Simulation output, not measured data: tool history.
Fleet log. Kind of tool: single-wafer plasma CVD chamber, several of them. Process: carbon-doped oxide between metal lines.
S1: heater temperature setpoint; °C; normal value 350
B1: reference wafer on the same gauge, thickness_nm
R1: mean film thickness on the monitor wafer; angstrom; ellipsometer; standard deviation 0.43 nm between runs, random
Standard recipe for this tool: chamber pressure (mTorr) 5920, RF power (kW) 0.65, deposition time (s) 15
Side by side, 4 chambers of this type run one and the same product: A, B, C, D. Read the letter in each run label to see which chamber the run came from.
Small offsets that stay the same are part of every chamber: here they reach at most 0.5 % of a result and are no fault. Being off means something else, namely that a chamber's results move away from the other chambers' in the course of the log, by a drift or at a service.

Run 1B, hour 6.5: usual settings; B1 98.334. Result: R1 932.7 angstrom.
Run 2D, hour 19.8: usual settings; B1 98.277. Result: R1 930.42 angstrom.
Run 3C, hour 26.8: usual settings; B1 98.309. Result: R1 928.87 angstrom.
Run 4A, hour 34.3: usual settings; B1 98.311. Result: R1 934.04 angstrom.
Run 5B, hour 46.4: usual settings; B1 98.237. Result: R1 928.84 angstrom.
Run 6A, hour 58.3: usual settings; B1 98.259. Result: R1 934.52 angstrom.
Run 7D, hour 70.2: usual settings; B1 98.299. Result: R1 930.03 angstrom.
Run 8C, hour 77.5: usual settings; B1 98.258. Result: R1 935.92 angstrom.
Run 9B, hour 90.7: usual settings; B1 98.342. Result: R1 928.88 angstrom.
Run 10C, hour 104.8: usual settings; B1 98.319. Result: R1 936.61 angstrom.
Run 11A, hour 119.2: usual settings; B1 98.337. Result: R1 935.66 angstrom.
Run 12D, hour 133.2: usual settings but deposition time (s) 14; B1 98.278. Result: R1 858.73 angstrom.
Run 13B, hour 143.1: usual settings but deposition time (s) 14; B1 98.327. Result: R1 864.23 angstrom.
Run 14A, hour 154: usual settings but deposition time (s) 14; B1 98.5. Result: R1 869.2 angstrom.
Run 15D, hour 162.2: usual settings but deposition time (s) 14; B1 98.307. Result: R1 859.08 angstrom.
Run 16C, hour 175.5: usual settings but S1 358 °C; B1 98.307. Result: R1 904.8 angstrom.
Run 17B, hour 188: usual settings but S1 358 °C; B1 98.356. Result: R1 905.37 angstrom.
Run 18C, hour 200.6: usual settings but S1 358 °C; B1 98.283. Result: R1 899.3 angstrom.
Run 19A, hour 214.1: usual settings but S1 358 °C; B1 98.274. Result: R1 912.76 angstrom.
Run 20D, hour 227: usual settings; B1 98.246. Result: R1 903.03 angstrom.
Run 21D, hour 238.8: usual settings; B1 98.349. Result: R1 903.77 angstrom.
Run 22A, hour 245.9: usual settings but RF power (kW) 0.69, deposition time (s) 13.4; B1 98.329. Result: R1 865.31 angstrom.
Run 23B, hour 255.1: usual settings but RF power (kW) 0.69, deposition time (s) 13.4; B1 98.345. Result: R1 860.82 angstrom.
At hour 265.5: chamber A: RF generator calibrated.
Run 24C, hour 265.6: usual settings but RF power (kW) 0.69, deposition time (s) 13.4; B1 98.279. Result: R1 862.31 angstrom.
Run 25A, hour 272.6: usual settings but RF power (kW) 0.69, deposition time (s) 13.4; B1 98.318. Result: R1 856.78 angstrom.
Run 26C, hour 280.4: usual settings; B1 98.278. Result: R1 936.18 angstrom.
At hour 286.3: chamber B: capacitance manometer re-zeroed and calibrated.
Run 27B, hour 291.7: usual settings; B1 98.243. Result: R1 934.32 angstrom.

Read the log: is a single chamber off, either drifting away or since a service, is the gauge that measures every chamber drifting, or is nothing wrong beyond small per-chamber offsets? Name any odd chamber and what most likely caused it.

One chamber, D, drifts off from the rest bit by bit.
Most likely cause: delivered RF power below the setpoint (%) = 8.06.

Which of the 4 candidates below, each the usual settings with something changed and its results left as question marks, puts chamber D back in line with what the other chambers give on the usual settings?
In-line tolerance around the mean of the other chambers on the usual settings: R1 15 angstrom
Run 28D-1, hour 302.2: usual settings but RF power (kW) 0.635, deposition time (s) 14.5. Result: R1 ?.
Run 28D-2, hour 302.2: usual settings but RF power (kW) 0.765. Result: R1 ?.
Run 28D-3, hour 302.2: usual settings but S1 349 °C, chamber pressure (mTorr) 5950, RF power (kW) 0.665, deposition time (s) 15.5. Result: R1 ?.
Run 28D-4, hour 302.2: usual settings but S1 352 °C, deposition time (s) 13.6. Result: R1 ?.

On the usual settings, the other chambers give on average: R1 930.86 angstrom
  run      R1
28D-1  844.88
28D-2  979.79
28D-3  931.68
28D-4  800.47
28D-3 brings the chamber back in line.

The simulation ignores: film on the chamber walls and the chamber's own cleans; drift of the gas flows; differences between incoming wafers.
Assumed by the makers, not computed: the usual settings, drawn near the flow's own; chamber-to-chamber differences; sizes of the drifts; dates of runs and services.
